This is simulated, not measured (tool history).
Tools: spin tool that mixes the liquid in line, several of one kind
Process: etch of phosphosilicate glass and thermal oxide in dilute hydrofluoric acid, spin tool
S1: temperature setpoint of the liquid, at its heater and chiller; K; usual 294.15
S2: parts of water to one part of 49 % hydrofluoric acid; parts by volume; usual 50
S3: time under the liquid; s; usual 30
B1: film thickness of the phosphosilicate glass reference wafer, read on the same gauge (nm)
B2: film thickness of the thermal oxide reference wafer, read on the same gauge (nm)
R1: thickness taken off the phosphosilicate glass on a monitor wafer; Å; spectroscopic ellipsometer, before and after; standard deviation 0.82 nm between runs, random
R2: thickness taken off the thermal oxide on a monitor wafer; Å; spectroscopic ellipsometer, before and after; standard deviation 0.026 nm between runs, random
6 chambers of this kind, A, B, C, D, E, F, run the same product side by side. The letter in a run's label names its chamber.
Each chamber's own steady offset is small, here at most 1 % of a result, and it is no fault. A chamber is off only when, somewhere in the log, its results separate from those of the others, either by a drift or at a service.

run	hour	S1	S2	S3	B1	B2	R1	R2
1B	9.9	294.15	50	30	90.016	49.968	1115.90	26.882
2C	16.7	294.15	50	30	90.002	50.046	1122.40	26.874
3F	23.6	294.15	50	30	89.985	49.959	1131.00	26.830
4D	35.6	294.15	50	30	89.998	50.030	1124.00	27.289
5A	46.5	294.15	50	30	89.991	49.984	1128.00	27.285
6E	58.8	294.15	50	30	90.016	50.034	1123.40	26.963
7D	70.2	294.15	50	30	90.025	49.991	1129.10	26.460
8E	82.7	294.15	50	30	90.019	49.945	1120.00	27.378
9B	89.7	294.15	50	30	89.972	49.968	1128.40	26.622
10F	100.1	294.15	50	30	89.984	49.975	1140.30	26.574
11A	114.5	294.15	50	30	90.001	49.980	1135.30	26.626
# hour 122.1: chamber C: thermometer replaced
12C	127.5	294.15	50	30	89.969	50.039	1136.90	26.751
13A	137.2	294.15	50	30	89.996	50.038	1130.00	27.249
14E	146.0	294.15	50	30	89.993	49.990	1134.60	26.878
15B	154.8	294.15	50	30	90.015	49.954	1116.00	26.770
16C	166.9	294.15	50	30	90.002	49.975	1141.10	26.869
17D	179.9	294.15	50	30	89.991	49.967	1137.80	27.038
18F	191.8	294.15	50	30	90.000	50.042	1136.60	26.915
19A	204.2	294.15	50	30	89.986	49.961	1142.00	26.814
20D	217.3	291.15	50	40	90.000	49.995	1340.60	32.004
21F	230.4	291.15	50	40	89.956	50.002	1332.10	31.791
22B	240.6	291.15	50	40	89.975	50.028	1309.90	31.700
23E	247.5	291.15	50	40	90.005	50.006	1328.60	32.146
24C	259.2	291.15	50	40	90.032	50.001	1338.10	31.558
25D	268.8	291.15	50	40	89.996	50.002	1322.80	32.079
26F	280.6	294.15	50	30	90.002	49.979	1128.20	27.318
27C	294.7	294.15	50	30	89.998	49.999	1118.30	26.810
28E	305.3	294.15	50	30	89.996	49.999	1128.20	27.388
29A	316.3	294.15	50	30	90.016	50.040	1124.90	26.956
30B	329.5	294.15	50	30	89.983	50.000	1115.50	26.809
31A	336.9	294.15	50	30	90.013	49.961	1122.20	26.666
32B	346.1	294.15	50	30	89.992	50.004	1112.30	27.358
33C	356.5	292.15	50	15	90.017	50.006	518.54	12.417
34E	366.9	292.15	50	15	89.979	50.031	516.83	12.091
35D	377.1	292.15	50	15	89.987	50.019	513.86	12.641
36F	390.8	292.15	50	15	89.992	50.005	521.84	12.116
# hour 394.0: chamber F: hydrofluoric acid flow meter replaced
37F	402.2	292.15	50	15	89.995	49.969	514.73	12.353
38A	412.4	292.15	50	15	89.970	50.065	520.48	12.373
39C	419.7	294.15	50	30	90.010	50.051	1141.50	26.694
40E	430.9	294.15	50	30	89.980	49.966	1120.90	26.375
41D	445.3	294.15	50	30	89.991	50.058	1137.50	26.923

All chambers now run identical settings, listed one chamber a line with results as question marks. What results will each chamber show?
42A	455.7	294.15	50	30			?	?
42B	455.7	294.15	50	30			?	?
42C	455.7	294.15	50	30			?	?
42D	455.7	294.15	50	30			?	?
42E	455.7	294.15	50	30			?	?
42F	455.7	294.15	50	30			?	?

run	R1	R2
42A	1125.70	27.239
42B	1132.60	26.693
42C	1141.80	26.619
42D	1130.10	26.677
42E	1126.60	26.912
42F	1115.60	26.984
